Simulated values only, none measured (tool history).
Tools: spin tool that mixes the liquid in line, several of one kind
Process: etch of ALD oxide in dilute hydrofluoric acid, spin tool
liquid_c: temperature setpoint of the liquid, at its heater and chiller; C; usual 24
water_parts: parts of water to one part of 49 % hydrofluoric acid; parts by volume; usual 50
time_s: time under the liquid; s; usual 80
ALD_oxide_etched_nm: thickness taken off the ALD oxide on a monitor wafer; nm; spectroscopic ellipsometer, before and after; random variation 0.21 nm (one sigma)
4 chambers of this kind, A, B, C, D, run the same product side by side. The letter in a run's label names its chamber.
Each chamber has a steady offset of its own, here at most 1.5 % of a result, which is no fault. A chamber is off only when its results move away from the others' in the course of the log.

| run | day | liquid_c | water_parts | time_s | hours since the thermometer was replaced | hours since the hydrofluoric acid flow meter was replaced | read-back film thickness of the ALD oxide reference wafer, read on the same gauge (nm) | ALD_oxide_etched_nm |
|---|---|---|---|---|---|---|---|---|
|  | 0.267 | chamber D: hydrofluoric acid flow meter replaced |
| 1C | 0.271 | 24 | 50 | 80 | 1964.2 | 1351.2 | 130.02 | 26.526 |
| 2B | 0.546 | 24 | 50 | 80 | 81.7 | 1376.3 | 130.01 | 26.823 |
| 3D | 0.908 | 24 | 50 | 80 | 919 | 15.4 | 129.98 | 26.794 |
| 4A | 1.204 | 24 | 50 | 80 | 839.8 | 275.8 | 130.02 | 27.198 |
| 5D | 1.404 | 24 | 50 | 80 | 930.9 | 27.3 | 129.97 | 26.405 |
| 6C | 1.767 | 24 | 50 | 80 | 2000.1 | 1387.1 | 130 | 26.405 |
| 7B | 2.075 | 28.5 | 50 | 125 | 118.4 | 1413 | 130.04 | 48.516 |
| 8A | 2.479 | 28.5 | 50 | 125 | 870.4 | 306.4 | 129.99 | 51.072 |
| 9A | 2.75 | 28.5 | 50 | 125 | 876.9 | 312.9 | 130.06 | 49.719 |
| 10C | 3.021 | 28.5 | 50 | 125 | 2030.2 | 1417.2 | 130.01 | 48.999 |
| 11B | 3.217 | 24 | 50 | 80 | 145.8 | 1440.4 | 130.04 | 25.833 |
| 12D | 3.496 | 24 | 50 | 80 | 981.1 | 77.5 | 130.01 | 26.587 |
| 13A | 3.779 | 24 | 50 | 80 | 901.6 | 337.6 | 130.03 | 26.606 |
| 14C | 4.054 | 24 | 50 | 80 | 2055 | 1442 | 130.04 | 26.15 |
|  | 4.25 | chamber A: thermometer replaced |
| 15B | 4.346 | 24 | 50 | 80 | 172.9 | 1467.5 | 129.99 | 25.177 |
| 16D | 4.717 | 25.5 | 70 | 80 | 1010.4 | 106.8 | 130 | 19.663 |
| 17A | 5.025 | 25.5 | 70 | 80 | 18.6 | 367.5 | 129.98 | 19.44 |
| 18B | 5.221 | 25.5 | 70 | 80 | 193.9 | 1488.5 | 130.01 | 18.302 |
| 19C | 5.421 | 25.5 | 70 | 80 | 2087.8 | 1474.8 | 130.03 | 19.512 |
| 20D | 5.617 | 24 | 50 | 80 | 1032 | 128.4 | 130.02 | 26.644 |
| 21B | 5.871 | 24 | 50 | 80 | 209.5 | 1504.1 | 130.04 | 24.008 |
| 22C | 6.129 | 24 | 50 | 80 | 2104.8 | 1491.8 | 129.95 | 26.28 |
| 23A | 6.312 | 24 | 50 | 80 | 49.5 | 398.4 | 129.99 | 27.055 |
| 24D | 6.596 | 24 | 50 | 80 | 1055.5 | 151.9 | 130.05 | 26.624 |
| 25C | 6.875 | 24 | 50 | 80 | 2122.7 | 1509.7 | 130.02 | 26.183 |
| 26D | 7.104 | 24 | 50 | 80 | 1067.7 | 164.1 | 130.02 | 26.733 |

Is one chamber off against the others, does the gauge drift, or is nothing wrong? If a chamber is off, say which, and what the likeliest cause is.

Chamber B drifts away from the others.
Cause: hydrofluoric acid flow below the setpoint (%) = 9.93.
The log may not tell that from: liquid colder than its thermometer reads (K).

Here are 4 candidates for chamber B's next run, each the usual settings with a change, their results left as question marks. Which one brings its results back in line with what the others give on the usual settings?
In line means no further than this from the other chambers' mean on the usual settings: ALD_oxide_etched_nm 0.73 nm
| 27B-1 | 7.404 | 28.5 | 50 | 80 |  |  |  | ? |
| 27B-2 | 7.404 | 21 | 50 | 80 |  |  |  | ? |
| 27B-3 | 7.404 | 24 | 50 | 90 |  |  |  | ? |
| 27B-4 | 7.404 | 19.5 | 50 | 80 |  |  |  | ? |

The other chambers' mean on the usual settings: ALD_oxide_etched_nm 26.626 nm
| run | ALD_oxide_etched_nm |
|---|---|
| 27B-1 | 28.545 |
| 27B-2 | 21.061 |
| 27B-3 | 26.812 |
| 27B-4 | 19.776 |
27B-3 brings the chamber back in line.
